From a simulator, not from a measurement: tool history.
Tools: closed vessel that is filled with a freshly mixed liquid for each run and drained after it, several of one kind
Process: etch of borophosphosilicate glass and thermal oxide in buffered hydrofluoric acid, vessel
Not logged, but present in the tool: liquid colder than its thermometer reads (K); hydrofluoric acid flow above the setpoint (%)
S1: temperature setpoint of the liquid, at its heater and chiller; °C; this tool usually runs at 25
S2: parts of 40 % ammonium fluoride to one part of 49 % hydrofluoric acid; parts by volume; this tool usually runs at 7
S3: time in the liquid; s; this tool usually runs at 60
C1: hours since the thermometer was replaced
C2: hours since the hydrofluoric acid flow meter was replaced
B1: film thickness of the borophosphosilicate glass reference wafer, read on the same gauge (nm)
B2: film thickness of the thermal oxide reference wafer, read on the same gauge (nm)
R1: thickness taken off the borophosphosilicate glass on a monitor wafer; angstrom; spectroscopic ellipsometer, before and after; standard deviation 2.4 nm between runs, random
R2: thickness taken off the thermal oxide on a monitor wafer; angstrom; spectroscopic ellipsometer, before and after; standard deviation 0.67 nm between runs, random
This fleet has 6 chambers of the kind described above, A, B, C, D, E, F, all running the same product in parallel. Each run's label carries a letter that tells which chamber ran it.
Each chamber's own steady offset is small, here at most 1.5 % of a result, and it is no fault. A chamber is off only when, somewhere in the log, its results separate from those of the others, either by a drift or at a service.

run   hour  S1   S2  S3      C1      C2      B1      B2      R1      R2
 1A    6.9  25    7  60   225.1  1005.3  80.011  140.01  3142.7  975.37
 2B   15.2  25    7  60   496.8   683.4  80.015     140  3134.1  974.93
 3F   28.9  25    7  60  1047.7   691.4  79.983     140  3213.5  984.14
 4E   41.3  25    7  60     260   689.2  79.977  139.96  3124.5  982.23
 5C   52.8  25    7  60    1793   103.1  79.997  139.96  3145.5  984.56
 6D   63.4  25    7  60   195.3  1238.8  80.007  140.01  3201.4  962.13
 7F   74.2  25    7  60    1093   736.7  80.013  140.01  3186.3  982.66
 8E   87.2  25    7  60   305.9   735.1  80.019  139.97  3091.7  984.96
 9A  100.3  25    7  60   318.5  1098.7  79.992  140.02  3192.9  970.12
10D  113.2  25    7  60   245.1  1288.6  79.994  140.02  3182.2  977.58
11B  126.7  25    7  60   608.3   794.9  79.968  139.99  3119.6  970.71
12C  133.3  25    7  60  1873.5   183.6  79.986     140  3175.8  984.81
13E  140.9  25    7  60   359.6   788.8  80.013  140.02  3158.1  984.66
14A  152.2  25    7  60   370.4  1150.6  79.976  139.99    3200  978.93
     159.4  -- chamber C: thermometer replaced
15B  166.6  25    7  60   648.2   834.8  79.989  139.98  3135.9  978.05
16D  175.4  25    7  60   307.3  1350.8  80.009  140.01  3186.7  983.17
17C  189.2  25    7  60    29.9   239.5  79.998  139.98  3151.4  992.52
18F  196.5  25    7  60  1215.3     859   80.02  140.02  3164.6  987.12
19A  206.5  25    8  75   424.7  1204.9      80  140.01  3448.9  1049.2
20C  215.2  25    8  75    55.9   265.5  79.978  139.98  3440.2  1054.5
21D  226.4  25    8  75   358.3  1401.8  79.952  140.01  3408.1    1056
22F  236.1  25    8  75  1254.9   898.6  79.979  139.96  3444.7  1064.4
23B  245.2  25    8  75   726.8   913.4  79.973     140  3456.5  1067.1
24E  258.4  25    8  75   477.1   906.3  79.964  140.02  3380.5  1063.9
25D    267  25    7  60   398.9  1442.4  79.997  139.96  3194.4   974.9
26A  279.2  25    7  30   497.4  1277.6   80.02  140.02  1591.2  488.44
27F  289.2  25    7  30    1308   951.7  79.988  140.01  1579.8  488.83
28C  301.8  25    7  30   142.5   352.1  79.998  139.99  1591.9  487.74
29E  315.4  25    7  30   534.1   963.3  79.996  140.01  1562.2  492.68
30B  330.3  25    7  30   811.9   998.5  79.977  140.03  1634.7  509.07
31B  342.9  25    7  30   824.5  1011.1   79.99  140.02  1650.2  506.78
32E  349.9  25  5.5  60   568.6   997.8  80.002     140  3910.8  1218.9
33F  360.6  25  5.5  60  1379.4  1023.1  79.992  139.99    3901    1206
34A  369.6  25  5.5  60   587.8    1368  79.971     140  3916.7  1188.8
       374  -- chamber B: thermometer replaced
35C  384.1  25  5.5  60   224.8   434.4  79.983  140.02  3984.3  1213.4
36D  391.5  25  5.5  60   523.4  1566.9      80  139.99  3925.5  1210.7
37E  404.8  25  5.5  60   623.5  1052.7  79.967  139.96  3900.7  1212.1
38A  412.6  25    6  60   630.8    1411  80.001  140.01  3677.5  1097.8
39B    425  25    6  60      51  1093.2  79.997  139.97  3878.8  1188.3

Each of the 6 chambers runs these same settings next. Fill in every chamber's results:
40A  435.7  25   7  80                   ?   ?
40B  435.7  25   7  80                   ?   ?
40C  435.7  25   7  80                   ?   ?
40D  435.7  25   7  80                   ?   ?
40E  435.7  25   7  80                   ?   ?
40F  435.7  25   7  80                   ?   ?

run      R1      R2
40A  4237.4  1292.6
40B  4528.4    1396
40C    4205  1314.3
40D  4218.9  1300.8
40E  4208.3  1310.8
40F    4249  1287.5

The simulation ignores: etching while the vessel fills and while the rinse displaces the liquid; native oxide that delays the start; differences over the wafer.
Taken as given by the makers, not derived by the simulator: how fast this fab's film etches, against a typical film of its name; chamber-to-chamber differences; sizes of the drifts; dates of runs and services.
